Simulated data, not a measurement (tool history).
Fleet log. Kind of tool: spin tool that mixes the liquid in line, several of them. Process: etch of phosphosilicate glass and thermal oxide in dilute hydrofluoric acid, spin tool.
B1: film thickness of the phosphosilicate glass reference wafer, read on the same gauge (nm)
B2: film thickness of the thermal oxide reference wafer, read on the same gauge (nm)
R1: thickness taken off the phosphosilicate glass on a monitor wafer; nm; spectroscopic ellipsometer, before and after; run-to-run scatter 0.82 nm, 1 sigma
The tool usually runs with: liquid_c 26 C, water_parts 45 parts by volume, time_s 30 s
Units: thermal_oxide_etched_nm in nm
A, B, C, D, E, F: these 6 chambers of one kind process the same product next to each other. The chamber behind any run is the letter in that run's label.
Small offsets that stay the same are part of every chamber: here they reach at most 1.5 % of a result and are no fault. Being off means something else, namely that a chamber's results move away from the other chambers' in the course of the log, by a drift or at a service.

run 1F hour=9.5 | liquid_c=26 water_parts=45 time_s=30 | B1=130 B2=139.97 | R1=118.18 thermal_oxide_etched_nm=3.6744
run 2B hour=21.7 | liquid_c=26 water_parts=45 time_s=30 | B1=130.02 B2=140 | R1=117.53 thermal_oxide_etched_nm=3.6536
run 3E hour=36.3 | liquid_c=26 water_parts=45 time_s=30 | B1=129.98 B2=140.02 | R1=115.55 thermal_oxide_etched_nm=3.7292
run 4D hour=44 | liquid_c=26 water_parts=45 time_s=30 | B1=129.99 B2=139.98 | R1=117.76 thermal_oxide_etched_nm=3.6133
run 5C hour=54.5 | liquid_c=26 water_parts=45 time_s=30 | B1=130 B2=140 | R1=117.21 thermal_oxide_etched_nm=3.65
run 6A hour=65.7 | liquid_c=22 water_parts=45 time_s=30 | B1=130 B2=140.01 | R1=99.048 thermal_oxide_etched_nm=3.007
run 7B hour=72.3 | liquid_c=22 water_parts=45 time_s=30 | B1=129.99 B2=140.03 | R1=98.928 thermal_oxide_etched_nm=3.0488
run 8F hour=82.9 | liquid_c=22 water_parts=45 time_s=30 | B1=129.99 B2=140 | R1=98.607 thermal_oxide_etched_nm=3.0451
run 9C hour=90.4 | liquid_c=22 water_parts=45 time_s=30 | B1=130 B2=140.03 | R1=99.114 thermal_oxide_etched_nm=3.1034
run 10A hour=99 | liquid_c=22 water_parts=45 time_s=30 | B1=129.98 B2=139.99 | R1=100.55 thermal_oxide_etched_nm=3.0166
run 11D hour=107.9 | liquid_c=22 water_parts=45 time_s=30 | B1=129.98 B2=139.97 | R1=99.135 thermal_oxide_etched_nm=3.0464
run 12E hour=119.3 | liquid_c=26 water_parts=45 time_s=30 | B1=130.02 B2=140 | R1=115.57 thermal_oxide_etched_nm=3.6185
run 13F hour=130.4 | liquid_c=26 water_parts=45 time_s=30 | B1=130.02 B2=139.99 | R1=117.55 thermal_oxide_etched_nm=3.6638
run 14C hour=143.8 | liquid_c=26 water_parts=45 time_s=30 | B1=130 B2=140.01 | R1=116.68 thermal_oxide_etched_nm=3.6625
-- hour=146.5 chamber B: hydrofluoric acid flow meter replaced
run 15B hour=152.5 | liquid_c=26 water_parts=45 time_s=30 | B1=129.99 B2=140 | R1=118.13 thermal_oxide_etched_nm=3.6249
run 16E hour=165.8 | liquid_c=26 water_parts=45 time_s=30 | B1=130 B2=140 | R1=117.11 thermal_oxide_etched_nm=3.6388
run 17D hour=175.9 | liquid_c=26 water_parts=45 time_s=30 | B1=129.99 B2=139.96 | R1=116.68 thermal_oxide_etched_nm=3.5983
run 18A hour=185.3 | liquid_c=26 water_parts=45 time_s=30 | B1=130.01 B2=140 | R1=119.28 thermal_oxide_etched_nm=3.6686
run 19B hour=193 | liquid_c=26 water_parts=45 time_s=30 | B1=130 B2=139.98 | R1=115.82 thermal_oxide_etched_nm=3.6225
run 20C hour=204.2 | liquid_c=26 water_parts=45 time_s=30 | B1=129.99 B2=140 | R1=118 thermal_oxide_etched_nm=3.7051
run 21E hour=217.9 | liquid_c=26 water_parts=45 time_s=30 | B1=129.98 B2=139.98 | R1=116.15 thermal_oxide_etched_nm=3.69
run 22F hour=231.2 | liquid_c=27.5 water_parts=45 time_s=20 | B1=130 B2=139.98 | R1=83.643 thermal_oxide_etched_nm=2.5894
run 23D hour=241.7 | liquid_c=27.5 water_parts=45 time_s=20 | B1=130.01 B2=140 | R1=83.882 thermal_oxide_etched_nm=2.6234
-- hour=244.4 chamber D: hydrofluoric acid flow meter replaced
run 24A hour=253.7 | liquid_c=27.5 water_parts=45 time_s=20 | B1=129.97 B2=140 | R1=83.385 thermal_oxide_etched_nm=2.5174
run 25A hour=267 | liquid_c=27.5 water_parts=45 time_s=20 | B1=129.99 B2=139.99 | R1=83.046 thermal_oxide_etched_nm=2.5237
run 26E hour=277.2 | liquid_c=27.5 water_parts=45 time_s=20 | B1=130 B2=140.02 | R1=81.606 thermal_oxide_etched_nm=2.6118
run 27F hour=289.1 | liquid_c=27.5 water_parts=45 time_s=20 | B1=130.01 B2=140.01 | R1=83.642 thermal_oxide_etched_nm=2.5718
run 28B hour=300.3 | liquid_c=26 water_parts=45 time_s=30 | B1=129.99 B2=139.96 | R1=117.15 thermal_oxide_etched_nm=3.7186
run 29C hour=312.1 | liquid_c=26 water_parts=45 time_s=30 | B1=129.98 B2=140.02 | R1=118.47 thermal_oxide_etched_nm=3.6377
run 30D hour=326.9 | liquid_c=26 water_parts=35 time_s=30 | B1=129.99 B2=140 | R1=154.48 thermal_oxide_etched_nm=4.7857
run 31F hour=335.9 | liquid_c=26 water_parts=35 time_s=30 | B1=130 B2=140.03 | R1=151.19 thermal_oxide_etched_nm=4.718
run 32D hour=347.7 | liquid_c=26 water_parts=35 time_s=30 | B1=129.99 B2=140 | R1=153.43 thermal_oxide_etched_nm=4.7457
run 33A hour=356.9 | liquid_c=26 water_parts=35 time_s=30 | B1=130 B2=139.99 | R1=154.09 thermal_oxide_etched_nm=4.6554
-- hour=358.4 chamber E: hydrofluoric acid flow meter replaced
run 34C hour=371.4 | liquid_c=26 water_parts=35 time_s=30 | B1=130 B2=139.99 | R1=154.68 thermal_oxide_etched_nm=4.7937
run 35E hour=386.4 | liquid_c=26 water_parts=35 time_s=30 | B1=129.99 B2=140.02 | R1=152.1 thermal_oxide_etched_nm=4.7078
run 36B hour=393.6 | liquid_c=26 water_parts=45 time_s=30 | B1=129.99 B2=139.99 | R1=118.85 thermal_oxide_etched_nm=3.6266
run 37C hour=404.9 | liquid_c=26 water_parts=45 time_s=30 | B1=130 B2=140.03 | R1=117.12 thermal_oxide_etched_nm=3.6243
-- hour=415.1 chamber E: thermometer replaced
run 38D hour=417.8 | liquid_c=26 water_parts=45 time_s=30 | B1=130.02 B2=139.99 | R1=117.49 thermal_oxide_etched_nm=3.5871
run 39A hour=426.8 | liquid_c=26 water_parts=45 time_s=30 | B1=130 B2=139.97 | R1=117.98 thermal_oxide_etched_nm=3.5968
run 40E hour=440.1 | liquid_c=26 water_parts=45 time_s=30 | B1=130.03 B2=139.99 | R1=115.19 thermal_oxide_etched_nm=3.6175
run 41F hour=448.5 | liquid_c=26 water_parts=45 time_s=30 | B1=129.99 B2=140.02 | R1=118.34 thermal_oxide_etched_nm=3.5645
run 42B hour=459.6 | liquid_c=26 water_parts=45 time_s=30 | B1=129.98 B2=139.99 | R1=118.03 thermal_oxide_etched_nm=3.6746
run 43E hour=470.5 | liquid_c=26 water_parts=40 time_s=45 | B1=130.01 B2=140.03 | R1=196.7 thermal_oxide_etched_nm=6.2324
run 44A hour=477.1 | liquid_c=26 water_parts=40 time_s=45 | B1=129.98 B2=140 | R1=200.23 thermal_oxide_etched_nm=6.2777

The same settings go to every chamber for the next run, one line per chamber below. Forecast the results for each:
run 45A hour=487.9 | liquid_c=26 water_parts=45 time_s=35 | R1=? thermal_oxide_etched_nm=?
run 45B hour=487.9 | liquid_c=26 water_parts=45 time_s=35 | R1=? thermal_oxide_etched_nm=?
run 45C hour=487.9 | liquid_c=26 water_parts=45 time_s=35 | R1=? thermal_oxide_etched_nm=?
run 45D hour=487.9 | liquid_c=26 water_parts=45 time_s=35 | R1=? thermal_oxide_etched_nm=?
run 45E hour=487.9 | liquid_c=26 water_parts=45 time_s=35 | R1=? thermal_oxide_etched_nm=?
run 45F hour=487.9 | liquid_c=26 water_parts=45 time_s=35 | R1=? thermal_oxide_etched_nm=?

run=45A R1=136.23 thermal_oxide_etched_nm=4.2587
run=45B R1=137.45 thermal_oxide_etched_nm=4.2413
run=45C R1=138.92 thermal_oxide_etched_nm=4.3191
run=45D R1=135.81 thermal_oxide_etched_nm=4.1938
run=45E R1=137.11 thermal_oxide_etched_nm=4.2859
run=45F R1=137.81 thermal_oxide_etched_nm=4.221
